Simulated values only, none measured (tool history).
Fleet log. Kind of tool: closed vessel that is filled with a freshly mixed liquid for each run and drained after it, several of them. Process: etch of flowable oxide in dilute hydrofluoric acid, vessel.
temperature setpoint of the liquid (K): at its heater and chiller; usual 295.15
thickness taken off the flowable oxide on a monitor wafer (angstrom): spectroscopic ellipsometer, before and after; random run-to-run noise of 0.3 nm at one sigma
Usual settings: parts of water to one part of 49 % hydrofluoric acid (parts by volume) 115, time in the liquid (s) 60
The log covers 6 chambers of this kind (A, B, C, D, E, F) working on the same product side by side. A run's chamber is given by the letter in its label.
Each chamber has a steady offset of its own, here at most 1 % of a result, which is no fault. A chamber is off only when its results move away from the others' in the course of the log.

run   hour  temperature setpoint of the liquid (K)  parts of water to one part of 49 % hydrofluoric acid (parts by volume)  time in the liquid (s)  read-back film thickness of the flowable oxide reference wafer, read on the same gauge (nm)  thickness taken off the flowable oxide on a monitor wafer (angstrom)
 1E    4.8                                  295.15                                                                     115                      60                                                                                       89.999                                                                315.83
 2B    7.7                                  295.15                                                                     115                      60                                                                                       90.020                                                                329.10
 3A   10.6                                  295.15                                                                     115                      60                                                                                       89.977                                                                319.51
 4D   14.3                                  295.15                                                                     115                      60                                                                                       90.022                                                                329.80
 5C   17.6                                  295.15                                                                     115                      60                                                                                       89.999                                                                331.26
 6F   21.6                                  295.15                                                                     115                      60                                                                                       89.992                                                                326.11
 7D   24.9                                  295.15                                                                     115                      60                                                                                       89.976                                                                324.91
 8A   27.6                                  295.15                                                                     115                      60                                                                                       90.004                                                                323.63
 9C   30.9                                  295.15                                                                     115                      60                                                                                       89.993                                                                326.30
10B   34.8                                  295.15                                                                     115                      60                                                                                       90.015                                                                327.78
11F   37.9                                  295.15                                                                     115                      60                                                                                       90.018                                                                321.75
12E   41.0                                  295.15                                                                     115                      60                                                                                       89.955                                                                319.72
13C   44.3                                  295.15                                                                     115                      60                                                                                       90.025                                                                327.93
14E   47.0                                  295.15                                                                     115                      60                                                                                       90.037                                                                325.33
15D   50.1                                  295.15                                                                     115                      60                                                                                       90.044                                                                321.15
16B   53.7                                  295.15                                                                     115                      60                                                                                       89.959                                                                330.06
17F   57.4                                  295.15                                                                     115                      60                                                                                       90.041                                                                322.85
18A   60.0                                  295.15                                                                     115                      60                                                                                       89.999                                                                323.10
19F   63.9                                  291.15                                                                     115                      45                                                                                       89.995                                                                207.76
20E   66.6                                  291.15                                                                     115                      45                                                                                       90.025                                                                203.57
21B   69.9                                  291.15                                                                     115                      45                                                                                       89.977                                                                210.46
22A   73.5                                  291.15                                                                     115                      45                                                                                       89.960                                                                204.27
23D   77.3                                  291.15                                                                     115                      45                                                                                       90.010                                                                206.16
24C   81.7                                  291.15                                                                     115                      45                                                                                       90.029                                                                212.47
25A   86.3                                  295.15                                                                     115                      60                                                                                       89.990                                                                315.05
26B   88.5                                  295.15                                                                     115                      60                                                                                       89.940                                                                327.57
27C   91.1                                  295.15                                                                     115                      60                                                                                       90.048                                                                329.98
28F   95.8                                  295.15                                                                     115                      60                                                                                       89.997                                                                324.42
29E   98.8                                  295.15                                                                     115                      60                                                                                       90.030                                                                323.44
30D  102.0                                  295.15                                                                     115                      60                                                                                       89.997                                                                323.61
31C  105.9                                  295.15                                                                     115                      60                                                                                       89.973                                                                327.58
32D  110.3                                  295.15                                                                     115                      60                                                                                       89.968                                                                327.83
33F  114.1                                  295.15                                                                     155                      60                                                                                       90.005                                                                234.15
34A  116.3                                  295.15                                                                     155                      60                                                                                       90.036                                                                229.41
35E  118.6                                  295.15                                                                     155                      60                                                                                       90.018                                                                234.19
36B  122.6                                  295.15                                                                     155                      60                                                                                       90.023                                                                232.34
37F  126.5                                  295.15                                                                     155                      60                                                                                       90.000                                                                233.02
38D  130.1                                  295.15                                                                     155                      60                                                                                       89.974                                                                231.92
39B  134.9                                  295.15                                                                     115                      60                                                                                       90.020                                                                325.98
40A  139.0                                  295.15                                                                     115                      60                                                                                       89.968                                                                316.68
41E  143.8                                  295.15                                                                     115                      60                                                                                       89.942                                                                321.57
42C  146.7                                  299.15                                                                     175                      60                                                                                       90.019                                                                238.54
43B  151.5                                  299.15                                                                     175                      60                                                                                       89.987                                                                232.92

One chamber off, gauge drift, or nothing amiss beyond the chambers' own small offsets? If it is a chamber, which one, and what is the likeliest cause?

Neither any chamber nor the gauge drifts; the chambers differ only by their own small, steady offsets.
